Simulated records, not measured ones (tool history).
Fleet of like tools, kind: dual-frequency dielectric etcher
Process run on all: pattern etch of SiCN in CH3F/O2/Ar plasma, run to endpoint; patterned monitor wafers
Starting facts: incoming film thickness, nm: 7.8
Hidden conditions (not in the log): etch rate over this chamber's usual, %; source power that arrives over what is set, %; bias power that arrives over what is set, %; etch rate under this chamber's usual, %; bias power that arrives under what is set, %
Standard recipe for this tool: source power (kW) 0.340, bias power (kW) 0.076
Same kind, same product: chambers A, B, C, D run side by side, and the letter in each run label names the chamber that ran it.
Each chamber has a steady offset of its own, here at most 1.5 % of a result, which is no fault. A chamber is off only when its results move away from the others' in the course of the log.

run	hour	source power (kW)	bias power (kW)	hours since the last wet clean	hours since the last source power generator calibration	hours since the last bias power generator calibration	endpoint time (s)
# hour 2.5: chamber A: wet clean of the chamber
1D	11.6	0.340	0.076	18.8	1545.2	89.4	21.700
2B	18.6	0.340	0.076	383.0	2192.0	1775.0	21.938
3A	24.9	0.340	0.076	22.4	134.2	437.0	21.697
4C	34.1	0.340	0.076	316.5	3006.7	1334.7	21.954
5A	47.5	0.340	0.076	45.0	156.8	459.6	21.706
6D	56.7	0.340	0.076	63.9	1590.3	134.5	21.806
7C	65.0	0.340	0.076	347.4	3037.6	1365.6	21.780
8B	78.3	0.340	0.063	442.7	2251.7	1834.7	23.405
9A	86.8	0.340	0.063	84.3	196.1	498.9	23.373
10B	101.0	0.340	0.063	465.4	2274.4	1857.4	23.267
11C	109.5	0.340	0.063	391.9	3082.1	1410.1	23.450
12D	122.0	0.340	0.076	129.2	1655.6	199.8	21.844
13B	128.2	0.340	0.076	492.6	2301.6	1884.6	21.869
14C	135.8	0.340	0.076	418.2	3108.4	1436.4	21.923
# hour 140.7: chamber B: wet clean of the chamber
15A	144.0	0.340	0.076	141.5	253.3	556.1	21.550
16D	150.5	0.340	0.076	157.7	1684.1	228.3	21.918
17D	163.5	0.340	0.076	170.7	1697.1	241.3	21.753
18A	174.1	0.340	0.076	171.6	283.4	586.2	21.787
# hour 185.8: chamber C: wet clean of the chamber
19B	185.8	0.310	0.066	45.1	2359.2	1942.2	23.440
20C	197.9	0.310	0.066	12.2	3170.5	1498.5	25.085
21A	209.1	0.310	0.066	206.6	318.4	621.2	23.535
22C	216.0	0.310	0.066	30.3	3188.6	1516.6	24.653
23D	222.2	0.340	0.076	229.4	1755.8	300.0	21.720
24B	231.9	0.340	0.076	91.2	2405.3	1988.3	21.416
25C	246.1	0.340	0.076	60.4	3218.7	1546.7	22.551
26B	257.2	0.340	0.076	116.5	2430.6	2013.6	21.816
27A	271.2	0.400	0.089	268.7	380.5	683.3	19.130
28D	283.2	0.400	0.089	290.4	1816.8	361.0	19.552
29B	290.5	0.400	0.089	149.8	2463.9	2046.9	19.212
30A	301.9	0.400	0.089	299.4	411.2	714.0	19.578
31C	310.8	0.340	0.076	125.1	3283.4	1611.4	22.816
32D	324.7	0.340	0.076	331.9	1858.3	402.5	21.602
33C	337.2	0.340	0.076	151.5	3309.8	1637.8	22.604
34D	348.9	0.340	0.076	356.1	1882.5	426.7	21.979
35B	357.7	0.340	0.076	217.0	2531.1	2114.1	21.581
36A	365.2	0.340	0.076	362.7	474.5	777.3	21.719
37A	375.8	0.390	0.068	373.3	485.1	787.9	21.396
38C	386.5	0.390	0.068	200.8	3359.1	1687.1	22.528
39D	399.6	0.390	0.068	406.8	1933.2	477.4	21.353
40B	409.3	0.390	0.068	268.6	2582.7	2165.7	21.880
41C	421.6	0.380	0.076	235.9	3394.2	1722.2	21.787

Decide between three cases: one chamber stands off from its peers, the gauge reading all wafers drifts, or nothing is wrong past each chamber's small offset. Where a chamber is off, say which and what most likely put it there.

Chamber C came out of a service off from its peers and stayed that way.
Cause: etch rate under this chamber's usual, % = 3.48.

Below are 4 candidate recipes for chamber C's next run, each the usual settings with a change, their results shown as question marks. Which of them brings C's results back in line with what the other chambers give on the usual settings?
In line means no further than this from the other chambers' mean on the usual settings: endpoint time (s) 0.520
42C-1	431.9	0.380	0.085				?
42C-2	431.9	0.360	0.081				?
42C-3	431.9	0.270	0.076				?
42C-4	431.9	0.340	0.067				?

What the other chambers average on the usual settings: endpoint time (s) 21.785
run	endpoint time (s)
42C-1	20.853
42C-2	21.652
42C-3	24.627
42C-4	23.686
Change 42C-2 lands the chamber within the allowed miss of the other chambers.
